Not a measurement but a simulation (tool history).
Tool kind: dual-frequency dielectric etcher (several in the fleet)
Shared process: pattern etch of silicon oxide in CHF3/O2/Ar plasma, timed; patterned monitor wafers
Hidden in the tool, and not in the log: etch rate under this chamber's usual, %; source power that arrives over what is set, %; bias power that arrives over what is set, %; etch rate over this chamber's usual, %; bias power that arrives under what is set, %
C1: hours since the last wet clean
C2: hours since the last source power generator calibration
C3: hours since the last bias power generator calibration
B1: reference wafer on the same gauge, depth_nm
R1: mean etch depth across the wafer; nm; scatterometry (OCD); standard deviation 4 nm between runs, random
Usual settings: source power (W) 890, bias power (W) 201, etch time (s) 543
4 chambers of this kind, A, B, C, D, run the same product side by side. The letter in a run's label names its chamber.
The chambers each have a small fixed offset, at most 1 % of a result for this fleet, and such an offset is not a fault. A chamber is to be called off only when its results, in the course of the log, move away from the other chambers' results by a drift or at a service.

Run 1B, hour 9.1: usual settings; C1 121.2; C2 1219.8; C3 546.5; B1 1370.7. Result: R1 1286.7 nm.
At hour 9.2: chamber D: wet clean of the chamber.
Run 2A, hour 18.6: usual settings; C1 236.5; C2 1472.3; C3 2274.7; B1 1370. Result: R1 1286.9 nm.
Run 3C, hour 33.5: usual settings; C1 142.1; C2 2169.1; C3 1537.2; B1 1369.9. Result: R1 1302.4 nm.
Run 4D, hour 43.9: usual settings; C1 34.8; C2 2577.3; C3 1840.6; B1 1369.2. Result: R1 1297.4 nm.
Run 5D, hour 55.6: usual settings but source power (W) 980; C1 46.5; C2 2589; C3 1852.3; B1 1371.2. Result: R1 1340 nm.
Run 6C, hour 70.2: usual settings but source power (W) 980; C1 178.8; C2 2205.8; C3 1573.9; B1 1370.1. Result: R1 1344.2 nm.
Run 7B, hour 80.4: usual settings but source power (W) 980; C1 192.5; C2 1291.1; C3 617.8; B1 1369.6. Result: R1 1338.3 nm.
Run 8A, hour 89: usual settings but source power (W) 980; C1 306.9; C2 1542.7; C3 2345.1; B1 1369.9. Result: R1 1340.2 nm.
Run 9A, hour 100.8: usual settings; C1 318.7; C2 1554.5; C3 2356.9; B1 1370. Result: R1 1288.2 nm.
At hour 105.2: chamber A: bias power generator calibrated.
Run 10B, hour 114.9: usual settings but etch time (s) 443; C1 227; C2 1325.6; C3 652.3; B1 1369.8. Result: R1 1049.2 nm.
Run 11C, hour 125.5: usual settings but etch time (s) 443; C1 234.1; C2 2261.1; C3 1629.2; B1 1370.2. Result: R1 1058.3 nm.
Run 12D, hour 137.7: usual settings but etch time (s) 443; C1 128.6; C2 2671.1; C3 1934.4; B1 1370.4. Result: R1 1053.6 nm.
Run 13B, hour 151.8: usual settings but etch time (s) 443; C1 263.9; C2 1362.5; C3 689.2; B1 1369.5. Result: R1 1045.2 nm.
Run 14D, hour 160.3: usual settings; C1 151.2; C2 2693.7; C3 1957; B1 1370.6. Result: R1 1290.2 nm.
Run 15A, hour 173.9: usual settings; C1 391.8; C2 1627.6; C3 68.7; B1 1370.4. Result: R1 1295.1 nm.
Run 16C, hour 187.4: usual settings but bias power (W) 165, etch time (s) 632.5; C1 296; C2 2323; C3 1691.1; B1 1369.7. Result: R1 1423.7 nm.
Run 17D, hour 194.8: usual settings but bias power (W) 165, etch time (s) 632.5; C1 185.7; C2 2728.2; C3 1991.5; B1 1370.6. Result: R1 1408.3 nm.
Run 18B, hour 205.8: usual settings but bias power (W) 165, etch time (s) 632.5; C1 317.9; C2 1416.5; C3 743.2; B1 1369.6. Result: R1 1403.2 nm.
At hour 207.1: chamber A: wet clean of the chamber.
Run 19A, hour 214.5: usual settings but bias power (W) 165, etch time (s) 632.5; C1 7.5; C2 1668.2; C3 109.3; B1 1369.1. Result: R1 1366.8 nm.
Run 20C, hour 228.4: usual settings; C1 337; C2 2364; C3 1732.1; B1 1369.9. Result: R1 1292.6 nm.
At hour 228.7: chamber C: bias power generator calibrated.
Run 21C, hour 237.6: usual settings; C1 346.2; C2 2373.2; C3 8.9; B1 1370.2. Result: R1 1295 nm.
Run 22A, hour 252.4: usual settings; C1 45.4; C2 1706.1; C3 147.2; B1 1370.7. Result: R1 1256.3 nm.
Run 23B, hour 265.4: usual settings; C1 377.5; C2 1476.1; C3 802.8; B1 1370.4. Result: R1 1292.9 nm.
Run 24D, hour 272.9: usual settings but bias power (W) 186; C1 263.8; C2 2806.3; C3 2069.6; B1 1370.1. Result: R1 1263.4 nm.
Run 25D, hour 281.3: usual settings but bias power (W) 186; C1 272.2; C2 2814.7; C3 2078; B1 1370.3. Result: R1 1257.2 nm.
At hour 283.8: chamber D: source power generator calibrated.
Run 26B, hour 289.4: usual settings but bias power (W) 186; C1 401.5; C2 1500.1; C3 826.8; B1 1370.6. Result: R1 1253.9 nm.
Run 27A, hour 303.4: usual settings but bias power (W) 186; C1 96.4; C2 1757.1; C3 198.2; B1 1370.1. Result: R1 1222.3 nm.
Run 28C, hour 312.8: usual settings; C1 421.4; C2 2448.4; C3 84.1; B1 1369.9. Result: R1 1295.2 nm.
Run 29D, hour 323.5: usual settings; C1 314.4; C2 39.7; C3 2120.2; B1 1370.6. Result: R1 1297.6 nm.
Run 30C, hour 338.1: usual settings; C1 446.7; C2 2473.7; C3 109.4; B1 1370.6. Result: R1 1291.2 nm.
At hour 349.5: chamber D: wet clean of the chamber.
Run 31B, hour 350.7: usual settings; C1 462.8; C2 1561.4; C3 888.1; B1 1371.3. Result: R1 1283.1 nm.
Run 32A, hour 360.6: usual settings; C1 153.6; C2 1814.3; C3 255.4; B1 1369.1. Result: R1 1262.2 nm.
Run 33A, hour 367.2: usual settings; C1 160.2; C2 1820.9; C3 262; B1 1369.9. Result: R1 1264.6 nm.
Run 34D, hour 381.9: usual settings; C1 32.4; C2 98.1; C3 2178.6; B1 1370.8. Result: R1 1291.9 nm.
Run 35C, hour 396.6: usual settings; C1 505.2; C2 2532.2; C3 167.9; B1 1370. Result: R1 1298.3 nm.
Run 36B, hour 407: usual settings; C1 519.1; C2 1617.7; C3 944.4; B1 1371.7. Result: R1 1280.1 nm.
Run 37A, hour 416.6: usual settings; C1 209.6; C2 1870.3; C3 311.4; B1 1369.2. Result: R1 1266.7 nm.
At hour 420.2: chamber B: wet clean of the chamber.
Run 38C, hour 429.3: usual settings; C1 537.9; C2 2564.9; C3 200.6; B1 1369.7. Result: R1 1298.3 nm.
Run 39D, hour 440.7: usual settings; C1 91.2; C2 156.9; C3 2237.4; B1 1369.7. Result: R1 1295.1 nm.
Run 40B, hour 453.2: usual settings; C1 33.1; C2 1663.9; C3 990.6; B1 1369. Result: R1 1290.7 nm.
Run 41A, hour 466.6: usual settings; C1 259.6; C2 1920.3; C3 361.4; B1 1369.2. Result: R1 1266.6 nm.
Run 42B, hour 474: usual settings; C1 53.9; C2 1684.7; C3 1011.4; B1 1370.8. Result: R1 1283 nm.

Is one chamber off against the others, does the gauge drift, or is nothing wrong? If a chamber is off, say which, and what the likeliest cause is.

A service on chamber A put it out of line with the rest.
Most likely cause: etch rate under this chamber's usual, % = 2.48.

Which of the 4 candidates below, each the usual settings with something changed and its results left as question marks, puts chamber A back in line with what the other chambers give on the usual settings?
In line here means within this much of the mean the other chambers give on the usual settings: R1 14 nm
Run 43A-1, hour 484.8: usual settings but source power (W) 860, bias power (W) 194. Result: R1 ?.
Run 43A-2, hour 484.8: usual settings but etch time (s) 546. Result: R1 ?.
Run 43A-3, hour 484.8: usual settings but etch time (s) 540. Result: R1 ?.
Run 43A-4, hour 484.8: usual settings but etch time (s) 557. Result: R1 ?.

The other chambers' mean on the usual settings: R1 1292.3 nm
  run      R1
43A-1  1226.6
43A-2    1265
43A-3  1251.1
43A-4  1290.5
43A-4 is the one that brings the chamber's results back in line with the other chambers.
